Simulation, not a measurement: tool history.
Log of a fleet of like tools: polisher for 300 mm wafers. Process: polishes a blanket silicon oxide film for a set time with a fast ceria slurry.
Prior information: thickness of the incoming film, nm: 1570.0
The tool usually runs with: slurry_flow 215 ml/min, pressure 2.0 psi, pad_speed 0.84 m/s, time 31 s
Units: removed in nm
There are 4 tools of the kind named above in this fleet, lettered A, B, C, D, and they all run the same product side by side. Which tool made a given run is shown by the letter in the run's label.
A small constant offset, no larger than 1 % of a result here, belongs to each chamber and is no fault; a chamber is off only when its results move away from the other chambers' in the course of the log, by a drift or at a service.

{"day": 0.238, "done": "chamber A: worn pad replaced by a new one"}
{"day": 0.383, "done": "chamber B: worn pad replaced by a new one"}
{"run": "1B", "day": 0.471, "slurry_flow": 215, "pressure": 2.0, "pad_speed": 0.84, "time": 31, "removed": 298.09}
{"day": 0.65, "done": "chamber C: worn pad replaced by a new one"}
{"run": "2A", "day": 0.883, "slurry_flow": 215, "pressure": 2.0, "pad_speed": 0.84, "time": 31, "removed": 287.64}
{"run": "3C", "day": 1.354, "slurry_flow": 215, "pressure": 2.0, "pad_speed": 0.84, "time": 31, "removed": 294.63}
{"day": 1.733, "done": "chamber D: worn pad replaced by a new one"}
{"run": "4D", "day": 1.846, "slurry_flow": 215, "pressure": 2.0, "pad_speed": 0.84, "time": 31, "removed": 298.12}
{"run": "5A", "day": 2.171, "slurry_flow": 215, "pressure": 2.0, "pad_speed": 0.84, "time": 31, "removed": 296.3}
{"run": "6D", "day": 2.475, "slurry_flow": 215, "pressure": 2.0, "pad_speed": 0.84, "time": 31, "removed": 293.82}
{"run": "7B", "day": 2.9, "slurry_flow": 215, "pressure": 2.0, "pad_speed": 0.84, "time": 31, "removed": 293.38}
{"day": 2.917, "done": "chamber A: worn pad replaced by a new one"}
{"run": "8C", "day": 3.183, "slurry_flow": 215, "pressure": 2.0, "pad_speed": 0.84, "time": 31, "removed": 295.93}
{"day": 3.492, "done": "chamber C: worn pad replaced by a new one"}
{"run": "9D", "day": 3.588, "slurry_flow": 215, "pressure": 2.0, "pad_speed": 0.84, "time": 31, "removed": 293.3}
{"day": 3.85, "done": "chamber D: slurry nozzle cleaned"}
{"day": 4.042, "done": "chamber B: worn pad replaced by a new one"}
{"run": "10C", "day": 4.075, "slurry_flow": 215, "pressure": 2.0, "pad_speed": 0.84, "time": 31, "removed": 301.78}
{"run": "11B", "day": 4.35, "slurry_flow": 215, "pressure": 2.0, "pad_speed": 0.84, "time": 31, "removed": 303.36}
{"day": 4.421, "done": "chamber D: worn pad replaced by a new one"}
{"run": "12A", "day": 4.9, "slurry_flow": 215, "pressure": 2.0, "pad_speed": 0.84, "time": 31, "removed": 289.84}
{"run": "13B", "day": 5.462, "slurry_flow": 215, "pressure": 2.0, "pad_speed": 0.84, "time": 31, "removed": 300.7}
{"run": "14A", "day": 5.758, "slurry_flow": 215, "pressure": 2.0, "pad_speed": 0.84, "time": 31, "removed": 293.6}
{"run": "15C", "day": 6.046, "slurry_flow": 170, "pressure": 2.6, "pad_speed": 0.84, "time": 31, "removed": 370.47}
{"day": 6.096, "done": "chamber A: worn pad replaced by a new one"}
{"day": 6.367, "done": "chamber C: worn pad replaced by a new one"}
{"run": "16D", "day": 6.525, "slurry_flow": 170, "pressure": 2.6, "pad_speed": 0.84, "time": 31, "removed": 361.84}
{"run": "17A", "day": 6.812, "slurry_flow": 170, "pressure": 2.6, "pad_speed": 0.84, "time": 31, "removed": 370.38}
{"day": 6.912, "done": "chamber C: slurry nozzle cleaned"}
{"run": "18D", "day": 7.317, "slurry_flow": 170, "pressure": 2.6, "pad_speed": 0.84, "time": 31, "removed": 367.25}
{"day": 7.471, "done": "chamber B: worn pad replaced by a new one"}
{"day": 7.654, "done": "chamber D: worn pad replaced by a new one"}
{"run": "19C", "day": 7.862, "slurry_flow": 215, "pressure": 2.0, "pad_speed": 0.84, "time": 31, "removed": 302.97}
{"run": "20B", "day": 8.404, "slurry_flow": 215, "pressure": 2.0, "pad_speed": 0.84, "time": 31, "removed": 295.53}
{"day": 8.554, "done": "chamber A: worn pad replaced by a new one"}
{"run": "21D", "day": 8.829, "slurry_flow": 215, "pressure": 2.0, "pad_speed": 0.84, "time": 31, "removed": 282.07}
{"day": 9.029, "done": "chamber C: worn pad replaced by a new one"}
{"run": "22A", "day": 9.083, "slurry_flow": 215, "pressure": 2.0, "pad_speed": 0.84, "time": 31, "removed": 296.3}
{"run": "23B", "day": 9.421, "slurry_flow": 215, "pressure": 2.0, "pad_speed": 0.84, "time": 31, "removed": 294.22}
{"run": "24C", "day": 9.754, "slurry_flow": 215, "pressure": 2.0, "pad_speed": 0.84, "time": 31, "removed": 295.56}
{"run": "25A", "day": 10.008, "slurry_flow": 215, "pressure": 2.0, "pad_speed": 0.84, "time": 31, "removed": 303.16}
{"day": 10.129, "done": "chamber D: worn pad replaced by a new one"}
{"run": "26C", "day": 10.317, "slurry_flow": 215, "pressure": 2.0, "pad_speed": 0.84, "time": 31, "removed": 300.02}
{"run": "27B", "day": 10.612, "slurry_flow": 215, "pressure": 2.6, "pad_speed": 0.84, "time": 31, "removed": 380.98}
{"run": "28D", "day": 11.138, "slurry_flow": 215, "pressure": 2.6, "pad_speed": 0.84, "time": 31, "removed": 363.87}
{"day": 11.325, "done": "chamber B: worn pad replaced by a new one"}
{"day": 11.588, "done": "chamber A: worn pad replaced by a new one"}
{"day": 11.592, "done": "chamber A: head pressure recalibrated"}
{"run": "29D", "day": 11.592, "slurry_flow": 215, "pressure": 2.6, "pad_speed": 0.84, "time": 31, "removed": 359.49}
{"day": 11.971, "done": "chamber C: worn pad replaced by a new one"}
{"run": "30C", "day": 12.108, "slurry_flow": 215, "pressure": 2.6, "pad_speed": 0.84, "time": 31, "removed": 382.88}
{"run": "31B", "day": 12.425, "slurry_flow": 215, "pressure": 2.0, "pad_speed": 0.84, "time": 31, "removed": 294.92}
{"run": "32A", "day": 12.779, "slurry_flow": 215, "pressure": 2.0, "pad_speed": 0.84, "time": 31, "removed": 291.77}
{"run": "33C", "day": 13.333, "slurry_flow": 215, "pressure": 2.0, "pad_speed": 0.84, "time": 31, "removed": 298.92}
{"day": 13.362, "done": "chamber D: worn pad replaced by a new one"}
{"run": "34B", "day": 13.838, "slurry_flow": 215, "pressure": 2.0, "pad_speed": 0.84, "time": 31, "removed": 297.93}
{"run": "35D", "day": 14.296, "slurry_flow": 215, "pressure": 2.0, "pad_speed": 0.84, "time": 31, "removed": 267.48}

Decide between three cases: one chamber stands off from its peers, the gauge reading all wafers drifts, or nothing is wrong past each chamber's small offset. Where a chamber is off, say which and what most likely put it there.

Little by little, chamber D moves away from the other chambers.
Most likely cause: head's pressure below its setpoint, % = 8.44.

Which of the 4 candidates below, each the usual settings with something changed and its results left as question marks, puts chamber D back in line with what the other chambers give on the usual settings?
Maximum distance from the other chambers' mean on the usual settings for a result to count as in line: removed 11.00 nm
{"run": "36D-1", "day": 14.708, "slurry_flow": 215, "pressure": 2.0, "pad_speed": 0.84, "time": 28, "removed": "?"}
{"run": "36D-2", "day": 14.708, "slurry_flow": 215, "pressure": 2.0, "pad_speed": 0.84, "time": 32, "removed": "?"}
{"run": "36D-3", "day": 14.708, "slurry_flow": 215, "pressure": 2.0, "pad_speed": 0.88, "time": 32, "removed": "?"}
{"run": "36D-4", "day": 14.708, "slurry_flow": 215, "pressure": 2.0, "pad_speed": 0.84, "time": 30, "removed": "?"}

On the usual settings, the other chambers give on average: removed 295.79 nm
run=36D-1 removed=245.64
run=36D-2 removed=280.73
run=36D-3 removed=294.08
run=36D-4 removed=263.18
With 36D-3, the chamber falls back in line with the rest.
